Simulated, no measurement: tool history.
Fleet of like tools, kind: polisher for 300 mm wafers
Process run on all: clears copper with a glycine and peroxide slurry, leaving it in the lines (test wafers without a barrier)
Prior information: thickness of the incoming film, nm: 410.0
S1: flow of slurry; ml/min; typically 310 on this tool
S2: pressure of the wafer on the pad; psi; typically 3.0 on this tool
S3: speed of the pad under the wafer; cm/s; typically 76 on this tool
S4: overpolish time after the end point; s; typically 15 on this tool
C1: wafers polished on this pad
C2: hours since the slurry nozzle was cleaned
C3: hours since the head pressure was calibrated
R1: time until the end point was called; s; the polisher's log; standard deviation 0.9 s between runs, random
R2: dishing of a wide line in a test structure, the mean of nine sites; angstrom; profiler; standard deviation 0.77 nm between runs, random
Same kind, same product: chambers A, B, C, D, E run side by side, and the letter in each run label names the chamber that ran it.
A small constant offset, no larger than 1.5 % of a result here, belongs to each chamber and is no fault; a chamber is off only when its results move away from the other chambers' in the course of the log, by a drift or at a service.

| run | hour | S1 | S2 | S3 | S4 | C1 | C2 | C3 | R1 | R2 |
|---|---|---|---|---|---|---|---|---|---|---|
|  | 4.8 | chamber E: worn pad replaced by a new one |
| 1D | 7.7 | 310 | 3.0 | 76 | 15 | 930 | 179.0 | 102.4 | 74.101 | 519.98 |
| 2A | 15.9 | 310 | 3.0 | 76 | 15 | 1404 | 301.4 | 207.5 | 74.145 | 509.68 |
| 3C | 19.9 | 310 | 3.0 | 76 | 15 | 777 | 245.1 | 176.9 | 75.398 | 516.53 |
|  | 21.2 | chamber A: worn pad replaced by a new one |
| 4B | 24.5 | 310 | 3.0 | 76 | 15 | 314 | 321.8 | 255.3 | 75.812 | 497.51 |
| 5E | 28.5 | 310 | 3.0 | 76 | 15 | 141 | 74.7 | 266.6 | 76.187 | 521.18 |
| 6D | 36.7 | 310 | 3.0 | 76 | 15 | 1102 | 208.0 | 131.4 | 75.723 | 515.48 |
| 7B | 44.5 | 310 | 3.0 | 76 | 15 | 433 | 341.8 | 275.3 | 74.930 | 507.65 |
| 8C | 48.4 | 310 | 3.0 | 76 | 15 | 946 | 273.6 | 205.4 | 75.301 | 515.87 |
| 9E | 54.1 | 310 | 3.0 | 76 | 15 | 293 | 100.3 | 292.2 | 77.641 | 513.09 |
| 10A | 59.4 | 310 | 3.0 | 76 | 15 | 227 | 344.9 | 251.0 | 75.750 | 525.63 |
|  | 64.7 | chamber B: worn pad replaced by a new one |
| 11A | 67.0 | 265 | 3.0 | 76 | 22 | 272 | 352.5 | 258.6 | 75.995 | 669.52 |
|  | 71.0 | chamber D: worn pad replaced by a new one |
| 12D | 71.7 | 265 | 3.0 | 76 | 22 | 4 | 243.0 | 166.4 | 76.247 | 670.17 |
| 13B | 75.6 | 265 | 3.0 | 76 | 22 | 65 | 372.9 | 306.4 | 75.903 | 675.94 |
| 14C | 82.0 | 265 | 3.0 | 76 | 22 | 1145 | 307.2 | 239.0 | 78.795 | 659.03 |
| 15E | 88.5 | 265 | 3.0 | 76 | 22 | 497 | 134.7 | 326.6 | 76.627 | 662.16 |
| 16E | 95.8 | 310 | 3.0 | 76 | 15 | 540 | 142.0 | 333.9 | 75.153 | 510.35 |
|  | 98.6 | chamber D: slurry nozzle cleaned |
| 17C | 104.9 | 310 | 3.6 | 76 | 15 | 1281 | 330.1 | 261.9 | 66.422 | 566.39 |
| 18B | 112.4 | 310 | 3.6 | 76 | 15 | 283 | 409.7 | 343.2 | 65.485 | 575.40 |
| 19A | 117.1 | 310 | 3.6 | 76 | 15 | 569 | 402.6 | 308.7 | 64.912 | 579.65 |
| 20D | 122.6 | 310 | 3.6 | 76 | 15 | 306 | 24.0 | 217.3 | 65.984 | 594.36 |
| 21E | 127.8 | 310 | 3.6 | 76 | 15 | 730 | 174.0 | 365.9 | 64.505 | 574.21 |
| 22D | 132.2 | 310 | 3.0 | 76 | 15 | 363 | 33.6 | 226.9 | 75.352 | 508.35 |
| 23B | 139.5 | 310 | 3.0 | 76 | 15 | 444 | 436.8 | 370.3 | 75.600 | 508.36 |
| 24C | 147.7 | 310 | 3.0 | 76 | 15 | 1535 | 372.9 | 304.7 | 77.419 | 486.58 |
| 25A | 152.1 | 310 | 3.0 | 76 | 15 | 777 | 437.6 | 343.7 | 75.478 | 506.38 |
| 26D | 156.9 | 310 | 3.0 | 76 | 15 | 510 | 58.3 | 251.6 | 76.450 | 526.15 |
|  | 160.1 | chamber B: head pressure recalibrated |
| 27A | 163.3 | 405 | 3.0 | 76 | 15 | 844 | 448.8 | 354.9 | 72.159 | 527.73 |
| 28B | 171.2 | 405 | 3.0 | 76 | 15 | 632 | 468.5 | 11.2 | 75.750 | 525.92 |
|  | 172.8 | chamber B: worn pad replaced by a new one |
|  | 176.0 | chamber C: slurry nozzle cleaned |
| 29E | 179.4 | 405 | 3.0 | 76 | 15 | 1037 | 225.6 | 417.5 | 73.877 | 525.13 |
| 30C | 185.0 | 405 | 3.0 | 76 | 15 | 1757 | 9.0 | 342.0 | 80.245 | 482.63 |
| 31A | 190.6 | 405 | 3.0 | 76 | 15 | 1006 | 476.1 | 382.2 | 75.043 | 514.15 |
| 32E | 194.9 | 310 | 3.0 | 76 | 15 | 1129 | 241.1 | 433.0 | 77.099 | 514.75 |
|  | 201.8 | chamber B: slurry nozzle cleaned |
| 33C | 202.9 | 310 | 3.0 | 76 | 15 | 1863 | 26.9 | 359.9 | 84.724 | 482.77 |
| 34D | 211.3 | 310 | 3.0 | 76 | 15 | 833 | 112.7 | 306.0 | 74.893 | 504.62 |
| 35B | 218.5 | 310 | 3.0 | 76 | 15 | 271 | 16.8 | 58.5 | 75.361 | 507.66 |

Each of the 5 chambers runs these same settings next. Fill in every chamber's results:
| 36A | 225.1 | 310 | 2.6 | 76 | 15 |  |  |  | ? | ? |
| 36B | 225.1 | 310 | 2.6 | 76 | 15 |  |  |  | ? | ? |
| 36C | 225.1 | 310 | 2.6 | 76 | 15 |  |  |  | ? | ? |
| 36D | 225.1 | 310 | 2.6 | 76 | 15 |  |  |  | ? | ? |
| 36E | 225.1 | 310 | 2.6 | 76 | 15 |  |  |  | ? | ? |

| run | R1 | R2 |
|---|---|---|
| 36A | 84.051 | 461.04 |
| 36B | 85.524 | 455.17 |
| 36C | 95.173 | 426.12 |
| 36D | 84.246 | 491.60 |
| 36E | 84.634 | 463.96 |
